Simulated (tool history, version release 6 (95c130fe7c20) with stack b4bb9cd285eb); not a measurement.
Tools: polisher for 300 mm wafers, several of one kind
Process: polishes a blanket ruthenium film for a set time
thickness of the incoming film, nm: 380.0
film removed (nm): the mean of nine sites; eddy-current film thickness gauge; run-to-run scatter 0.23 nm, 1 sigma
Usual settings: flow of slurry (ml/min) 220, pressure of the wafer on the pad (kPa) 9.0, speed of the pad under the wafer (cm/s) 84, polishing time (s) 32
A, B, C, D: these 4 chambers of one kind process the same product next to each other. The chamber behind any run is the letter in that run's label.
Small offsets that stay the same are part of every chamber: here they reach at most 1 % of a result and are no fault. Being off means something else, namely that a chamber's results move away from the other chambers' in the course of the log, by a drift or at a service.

| run | hour | flow of slurry (ml/min) | pressure of the wafer on the pad (kPa) | speed of the pad under the wafer (cm/s) | polishing time (s) | wafers polished on this pad | hours since the slurry nozzle was cleaned | hours since the head pressure was calibrated | film removed (nm) |
|---|---|---|---|---|---|---|---|---|---|
| 1D | 6.3 | 220 | 9.0 | 84 | 32 | 848 | 250.0 | 286.1 | 23.228 |
|  | 12.9 | chamber C: worn pad replaced by a new one |
| 2C | 16.9 | 220 | 9.0 | 84 | 32 | 63 | 513.0 | 987.6 | 23.623 |
|  | 23.6 | chamber D: worn pad replaced by a new one |
| 3B | 25.3 | 220 | 9.0 | 84 | 32 | 648 | 180.4 | 1132.8 | 23.531 |
| 4A | 35.8 | 220 | 9.0 | 84 | 32 | 922 | 44.8 | 245.7 | 23.504 |
| 5B | 42.5 | 220 | 9.0 | 84 | 32 | 918 | 197.6 | 1150.0 | 23.719 |
|  | 46.2 | chamber A: worn pad replaced by a new one |
|  | 49.0 | chamber B: worn pad replaced by a new one |
| 6C | 51.2 | 220 | 9.0 | 84 | 32 | 602 | 547.3 | 1021.9 | 23.983 |
| 7A | 58.0 | 220 | 9.0 | 84 | 32 | 186 | 67.0 | 267.9 | 23.430 |
| 8D | 66.8 | 220 | 9.0 | 84 | 32 | 680 | 310.5 | 346.6 | 23.518 |
| 9C | 72.9 | 220 | 9.0 | 84 | 32 | 943 | 569.0 | 1043.6 | 23.569 |
|  | 78.0 | chamber C: worn pad replaced by a new one |
| 10A | 83.4 | 220 | 9.0 | 84 | 32 | 585 | 92.4 | 293.3 | 23.406 |
|  | 85.4 | chamber D: head pressure recalibrated |
|  | 86.3 | chamber D: worn pad replaced by a new one |
| 11D | 91.6 | 220 | 9.0 | 84 | 32 | 84 | 335.3 | 6.2 | 23.729 |
| 12B | 100.9 | 220 | 9.0 | 84 | 32 | 816 | 256.0 | 1208.4 | 23.160 |
|  | 103.1 | chamber C: head pressure recalibrated |
| 13D | 111.2 | 220 | 9.0 | 84 | 32 | 392 | 354.9 | 25.8 | 23.171 |
|  | 114.6 | chamber B: worn pad replaced by a new one |
|  | 115.9 | chamber A: worn pad replaced by a new one |
| 14B | 116.9 | 190 | 9.0 | 84 | 37 | 36 | 272.0 | 1224.4 | 27.174 |
| 15C | 127.0 | 190 | 9.0 | 84 | 37 | 770 | 623.1 | 24.0 | 24.305 |
| 16A | 137.6 | 190 | 9.0 | 84 | 37 | 342 | 146.6 | 347.5 | 27.272 |
|  | 141.2 | chamber C: worn pad replaced by a new one |
| 17C | 146.2 | 190 | 9.0 | 84 | 37 | 78 | 642.3 | 43.2 | 23.784 |
|  | 153.6 | chamber D: worn pad replaced by a new one |
| 18D | 156.6 | 220 | 9.0 | 84 | 32 | 47 | 400.3 | 71.2 | 23.999 |
| 19B | 163.5 | 220 | 9.0 | 84 | 32 | 768 | 318.6 | 1271.0 | 23.559 |
|  | 173.8 | chamber A: worn pad replaced by a new one |
| 20A | 175.0 | 220 | 9.0 | 84 | 32 | 20 | 184.0 | 384.9 | 24.128 |
|  | 178.9 | chamber B: worn pad replaced by a new one |
| 21A | 185.8 | 220 | 9.0 | 84 | 32 | 189 | 194.8 | 395.7 | 23.658 |
| 22B | 194.0 | 220 | 9.0 | 84 | 32 | 238 | 349.1 | 1301.5 | 23.335 |
| 23D | 199.5 | 220 | 9.0 | 84 | 32 | 722 | 443.2 | 114.1 | 23.832 |
| 24C | 209.0 | 220 | 9.0 | 84 | 32 | 1066 | 705.1 | 106.0 | 21.297 |
| 25C | 214.1 | 220 | 9.0 | 84 | 32 | 1146 | 710.2 | 111.1 | 21.138 |
|  | 214.2 | chamber C: worn pad replaced by a new one |
|  | 217.4 | chamber A: head pressure recalibrated |
| 26D | 219.9 | 220 | 9.0 | 84 | 32 | 1042 | 463.6 | 134.5 | 23.505 |
| 27B | 229.3 | 220 | 9.0 | 84 | 32 | 793 | 384.4 | 1336.8 | 23.605 |
|  | 232.7 | chamber D: worn pad replaced by a new one |
|  | 233.6 | chamber A: worn pad replaced by a new one |
|  | 236.1 | chamber C: slurry nozzle cleaned |
| 28A | 236.6 | 220 | 9.0 | 84 | 32 | 47 | 245.6 | 19.2 | 23.553 |
| 29C | 245.6 | 220 | 9.0 | 84 | 32 | 494 | 9.5 | 142.6 | 21.419 |
|  | 250.6 | chamber B: worn pad replaced by a new one |
| 30D | 255.4 | 220 | 9.0 | 84 | 32 | 357 | 499.1 | 170.0 | 23.126 |
|  | 258.2 | chamber B: head pressure recalibrated |
| 31B | 261.7 | 220 | 9.0 | 84 | 32 | 175 | 416.8 | 3.6 | 23.793 |
| 32A | 270.5 | 220 | 9.0 | 84 | 32 | 580 | 279.5 | 53.1 | 23.663 |
|  | 279.4 | chamber C: worn pad replaced by a new one |
| 33A | 280.7 | 220 | 9.0 | 100 | 32 | 740 | 289.7 | 63.3 | 27.927 |
| 34D | 286.3 | 220 | 9.0 | 100 | 32 | 843 | 530.0 | 200.9 | 27.433 |
| 35C | 293.4 | 220 | 9.0 | 100 | 32 | 221 | 57.3 | 190.4 | 25.586 |
| 36B | 300.6 | 220 | 9.0 | 100 | 32 | 786 | 455.7 | 42.5 | 28.245 |
| 37C | 312.0 | 220 | 9.0 | 84 | 32 | 513 | 75.9 | 209.0 | 21.129 |

Which is it: a chamber that has drifted or been left off by a service, a gauge drift common to all chambers, or only each chamber's usual small offset? If a chamber is off, name it and its likeliest cause.

Chamber C has stood off from the others ever since a service on it.
Most likely cause: head's pressure below its setpoint, % = 9.94.

Below are 4 candidate recipes for chamber C's next run, each the usual settings with a change, their results shown as question marks. Which of them brings C's results back in line with what the other chambers give on the usual settings?
To be in line, a result may differ from the other chambers' mean on the usual settings by at most: film removed (nm) 0.790
| 38C-1 | 320.3 | 220 | 9.0 | 84 | 35 |  |  |  | ? |
| 38C-2 | 320.3 | 220 | 9.0 | 84 | 38 |  |  |  | ? |
| 38C-3 | 320.3 | 220 | 8.3 | 80 | 31 |  |  |  | ? |
| 38C-4 | 320.3 | 130 | 9.0 | 84 | 32 |  |  |  | ? |

Average result of the remaining chambers running the usual settings: film removed (nm) 23.568
| run | film removed (nm) |
|---|---|
| 38C-1 | 23.342 |
| 38C-2 | 25.342 |
| 38C-3 | 18.198 |
| 38C-4 | 19.673 |
The answer is 38C-1, which returns the chamber to within the allowed miss of the others.
